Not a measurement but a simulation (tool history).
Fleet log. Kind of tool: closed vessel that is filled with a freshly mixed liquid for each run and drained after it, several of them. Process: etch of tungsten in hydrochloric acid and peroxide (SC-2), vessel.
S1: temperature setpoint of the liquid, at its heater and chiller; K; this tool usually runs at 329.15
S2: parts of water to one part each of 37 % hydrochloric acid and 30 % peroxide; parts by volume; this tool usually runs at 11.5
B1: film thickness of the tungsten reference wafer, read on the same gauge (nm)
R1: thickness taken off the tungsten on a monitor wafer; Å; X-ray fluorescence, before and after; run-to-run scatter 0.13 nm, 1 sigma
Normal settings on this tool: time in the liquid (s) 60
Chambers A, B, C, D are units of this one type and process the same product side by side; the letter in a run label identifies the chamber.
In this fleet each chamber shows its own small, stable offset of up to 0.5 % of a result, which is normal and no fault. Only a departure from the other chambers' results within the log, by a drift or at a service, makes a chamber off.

{"hour": 5.1, "done": "chamber D: new drum of peroxide connected"}
{"run": "1B", "hour": 8.4, "S1": 329.15, "S2": 11.5, "time in the liquid (s)": 60, "B1": 40.017, "R1": 205.05}
{"hour": 14.6, "done": "chamber A: new drum of peroxide connected"}
{"run": "2D", "hour": 15.0, "S1": 329.15, "S2": 11.5, "time in the liquid (s)": 60, "B1": 39.991, "R1": 204.24}
{"run": "3C", "hour": 23.7, "S1": 329.15, "S2": 11.5, "time in the liquid (s)": 60, "B1": 39.995, "R1": 204.93}
{"run": "4A", "hour": 32.5, "S1": 329.15, "S2": 11.5, "time in the liquid (s)": 60, "B1": 40.01, "R1": 204.96}
{"hour": 34.8, "done": "chamber B: new drum of peroxide connected"}
{"run": "5B", "hour": 39.2, "S1": 329.15, "S2": 16.0, "time in the liquid (s)": 60, "B1": 40.019, "R1": 154.5}
{"run": "6D", "hour": 46.1, "S1": 329.15, "S2": 16.0, "time in the liquid (s)": 60, "B1": 39.979, "R1": 156.07}
{"run": "7C", "hour": 54.9, "S1": 329.15, "S2": 16.0, "time in the liquid (s)": 60, "B1": 39.997, "R1": 153.16}
{"run": "8A", "hour": 61.3, "S1": 329.15, "S2": 16.0, "time in the liquid (s)": 60, "B1": 39.982, "R1": 154.04}
{"run": "9C", "hour": 69.1, "S1": 329.15, "S2": 11.5, "time in the liquid (s)": 60, "B1": 39.988, "R1": 204.64}
{"run": "10B", "hour": 77.4, "S1": 329.15, "S2": 11.5, "time in the liquid (s)": 60, "B1": 39.996, "R1": 207.8}
{"run": "11A", "hour": 83.6, "S1": 329.15, "S2": 11.5, "time in the liquid (s)": 60, "B1": 40.038, "R1": 204.88}
{"run": "12D", "hour": 93.4, "S1": 329.15, "S2": 11.5, "time in the liquid (s)": 60, "B1": 39.995, "R1": 205.12}
{"run": "13D", "hour": 100.8, "S1": 329.15, "S2": 11.5, "time in the liquid (s)": 60, "B1": 40.041, "R1": 204.96}
{"run": "14B", "hour": 109.4, "S1": 329.15, "S2": 11.5, "time in the liquid (s)": 60, "B1": 40.015, "R1": 205.75}
{"run": "15A", "hour": 117.7, "S1": 329.15, "S2": 11.5, "time in the liquid (s)": 60, "B1": 39.994, "R1": 208.05}
{"run": "16C", "hour": 123.1, "S1": 329.15, "S2": 11.5, "time in the liquid (s)": 60, "B1": 39.985, "R1": 205.31}
{"run": "17B", "hour": 129.2, "S1": 329.15, "S2": 11.5, "time in the liquid (s)": 60, "B1": 40.016, "R1": 205.8}
{"run": "18A", "hour": 136.8, "S1": 329.15, "S2": 11.5, "time in the liquid (s)": 60, "B1": 40.005, "R1": 207.15}
{"run": "19D", "hour": 141.8, "S1": 329.15, "S2": 11.5, "time in the liquid (s)": 60, "B1": 40.029, "R1": 205.47}
{"run": "20C", "hour": 151.9, "S1": 329.15, "S2": 11.5, "time in the liquid (s)": 60, "B1": 40.008, "R1": 206.32}
{"run": "21B", "hour": 162.1, "S1": 329.15, "S2": 11.5, "time in the liquid (s)": 60, "B1": 39.979, "R1": 206.02}
{"run": "22D", "hour": 168.6, "S1": 329.15, "S2": 11.5, "time in the liquid (s)": 60, "B1": 39.967, "R1": 205.08}
{"run": "23A", "hour": 176.5, "S1": 329.15, "S2": 11.5, "time in the liquid (s)": 60, "B1": 40.012, "R1": 205.89}
{"run": "24C", "hour": 184.9, "S1": 329.15, "S2": 11.5, "time in the liquid (s)": 60, "B1": 39.951, "R1": 205.23}
{"run": "25A", "hour": 193.6, "S1": 329.15, "S2": 11.5, "time in the liquid (s)": 60, "B1": 39.996, "R1": 203.96}
{"run": "26C", "hour": 203.7, "S1": 329.15, "S2": 7.5, "time in the liquid (s)": 60, "B1": 40.027, "R1": 293.78}
{"run": "27B", "hour": 209.4, "S1": 329.15, "S2": 7.5, "time in the liquid (s)": 60, "B1": 40.015, "R1": 292.37}
{"run": "28D", "hour": 219.8, "S1": 329.15, "S2": 7.5, "time in the liquid (s)": 60, "B1": 40.039, "R1": 290.87}
{"run": "29A", "hour": 229.0, "S1": 329.15, "S2": 7.5, "time in the liquid (s)": 60, "B1": 40.005, "R1": 290.67}
{"run": "30C", "hour": 234.5, "S1": 329.15, "S2": 11.5, "time in the liquid (s)": 60, "B1": 40.012, "R1": 202.68}
{"run": "31D", "hour": 242.7, "S1": 329.15, "S2": 11.5, "time in the liquid (s)": 60, "B1": 40.03, "R1": 203.77}
{"run": "32B", "hour": 251.6, "S1": 329.15, "S2": 11.5, "time in the liquid (s)": 60, "B1": 39.969, "R1": 203.66}

Read the log: is a single chamber off, either drifting away or since a service, is the gauge that measures every chamber drifting, or is nothing wrong beyond small per-chamber offsets? Name any odd chamber and what most likely caused it.

No chamber is off and the gauge is stable; the differences are just each chamber's small, constant offset.
